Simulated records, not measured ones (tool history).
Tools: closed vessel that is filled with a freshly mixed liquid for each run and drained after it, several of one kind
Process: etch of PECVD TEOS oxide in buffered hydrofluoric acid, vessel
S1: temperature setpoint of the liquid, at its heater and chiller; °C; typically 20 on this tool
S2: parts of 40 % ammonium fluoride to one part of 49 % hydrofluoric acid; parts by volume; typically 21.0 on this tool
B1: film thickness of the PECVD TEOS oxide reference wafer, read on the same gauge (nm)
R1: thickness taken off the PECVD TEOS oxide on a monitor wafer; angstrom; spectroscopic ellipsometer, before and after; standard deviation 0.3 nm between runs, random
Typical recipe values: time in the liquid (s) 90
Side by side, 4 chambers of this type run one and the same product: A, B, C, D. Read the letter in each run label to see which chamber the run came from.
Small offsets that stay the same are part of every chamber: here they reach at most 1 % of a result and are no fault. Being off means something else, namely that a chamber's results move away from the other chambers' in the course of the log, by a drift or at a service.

Run 1C, hour 9.4: usual settings; B1 59.983. Result: R1 513.79 angstrom.
Run 2B, hour 18.4: usual settings; B1 60.025. Result: R1 510.16 angstrom.
Run 3D, hour 24.4: usual settings; B1 59.938. Result: R1 512.91 angstrom.
Run 4A, hour 33.8: usual settings; B1 60.036. Result: R1 518.59 angstrom.
Run 5C, hour 44.6: usual settings; B1 59.981. Result: R1 517.35 angstrom.
Run 6B, hour 53.9: usual settings; B1 59.992. Result: R1 512.56 angstrom.
Run 7D, hour 61.1: usual settings; B1 59.969. Result: R1 513.10 angstrom.
Run 8A, hour 71.4: usual settings; B1 60.004. Result: R1 510.37 angstrom.
Run 9D, hour 82.6: usual settings; B1 60.005. Result: R1 515.42 angstrom.
Run 10A, hour 89.3: usual settings; B1 60.038. Result: R1 513.65 angstrom.
Run 11C, hour 94.8: usual settings; B1 59.962. Result: R1 515.63 angstrom.
Run 12B, hour 100.9: usual settings; B1 60.000. Result: R1 511.55 angstrom.
Run 13A, hour 107.0: usual settings; B1 59.987. Result: R1 511.29 angstrom.
Run 14D, hour 115.0: usual settings; B1 60.005. Result: R1 514.60 angstrom.
Run 15B, hour 122.8: usual settings but S2 28.5 parts by volume, time in the liquid (s) 40; B1 59.947. Result: R1 182.38 angstrom.
At hour 133.1: chamber A: hydrofluoric acid flow meter replaced.
Run 16C, hour 133.8: usual settings but S2 28.5 parts by volume, time in the liquid (s) 40; B1 60.012. Result: R1 182.71 angstrom.
Run 17C, hour 142.2: usual settings but S2 28.5 parts by volume, time in the liquid (s) 40; B1 59.959. Result: R1 185.02 angstrom.
Run 18A, hour 150.5: usual settings but S2 28.5 parts by volume, time in the liquid (s) 40; B1 59.999. Result: R1 184.83 angstrom.
Run 19B, hour 159.5: usual settings; B1 59.961. Result: R1 499.62 angstrom.
Run 20D, hour 165.1: usual settings; B1 60.008. Result: R1 519.56 angstrom.
Run 21B, hour 176.8: usual settings; B1 59.950. Result: R1 506.42 angstrom.
Run 22C, hour 188.4: usual settings; B1 60.003. Result: R1 515.30 angstrom.
Run 23D, hour 198.4: usual settings; B1 59.985. Result: R1 514.53 angstrom.
Run 24A, hour 206.7: usual settings; B1 60.008. Result: R1 514.99 angstrom.
Run 25A, hour 215.0: usual settings; B1 60.037. Result: R1 507.21 angstrom.
Run 26D, hour 227.4: usual settings; B1 60.015. Result: R1 519.77 angstrom.
Run 27B, hour 233.3: usual settings; B1 59.993. Result: R1 494.26 angstrom.
Run 28C, hour 245.5: usual settings; B1 60.002. Result: R1 517.06 angstrom.
Run 29A, hour 255.1: usual settings but S1 18 °C, time in the liquid (s) 55; B1 59.979. Result: R1 280.47 angstrom.
Run 30D, hour 266.3: usual settings but S1 18 °C, time in the liquid (s) 55; B1 60.006. Result: R1 279.29 angstrom.
Run 31C, hour 278.9: usual settings but S1 18 °C, time in the liquid (s) 55; B1 60.041. Result: R1 279.32 angstrom.
Run 32B, hour 290.3: usual settings but S1 18 °C, time in the liquid (s) 55; B1 60.019. Result: R1 266.84 angstrom.
Run 33C, hour 302.0: usual settings; B1 60.019. Result: R1 516.99 angstrom.

Has any chamber moved away from the others, gradually or after a service, or does the common gauge drift, or do the chambers differ only by their own small steady offsets? State the chamber and the most likely cause if one applies.

Little by little, chamber B moves away from the other chambers.
Likeliest cause: liquid colder than its thermometer reads (K) = 0.81.
The log may not separate it from: hydrofluoric acid flow below the setpoint (%).

Below are 4 candidate recipes for chamber B's next run, each the usual settings with a change, their results shown as question marks. Which of them brings B's results back in line with what the other chambers give on the usual settings?
Counts as in line when no further than this from what the other chambers average on the usual settings: R1 11.00 angstrom
Run 34B-1, hour 311.0: usual settings but S1 21.5 °C. Result: R1 ?.
Run 34B-2, hour 311.0: usual settings but S2 23.5 parts by volume. Result: R1 ?.
Run 34B-3, hour 311.0: usual settings but S2 22.5 parts by volume. Result: R1 ?.
Run 34B-4, hour 311.0: usual settings but time in the liquid (s) 95. Result: R1 ?.

On the usual settings, the other chambers give on average: R1 513.61 angstrom
  run      R1
34B-1  533.18
34B-2  453.65
34B-3  467.51
34B-4  517.59
With 34B-4, the chamber falls back in line with the rest.
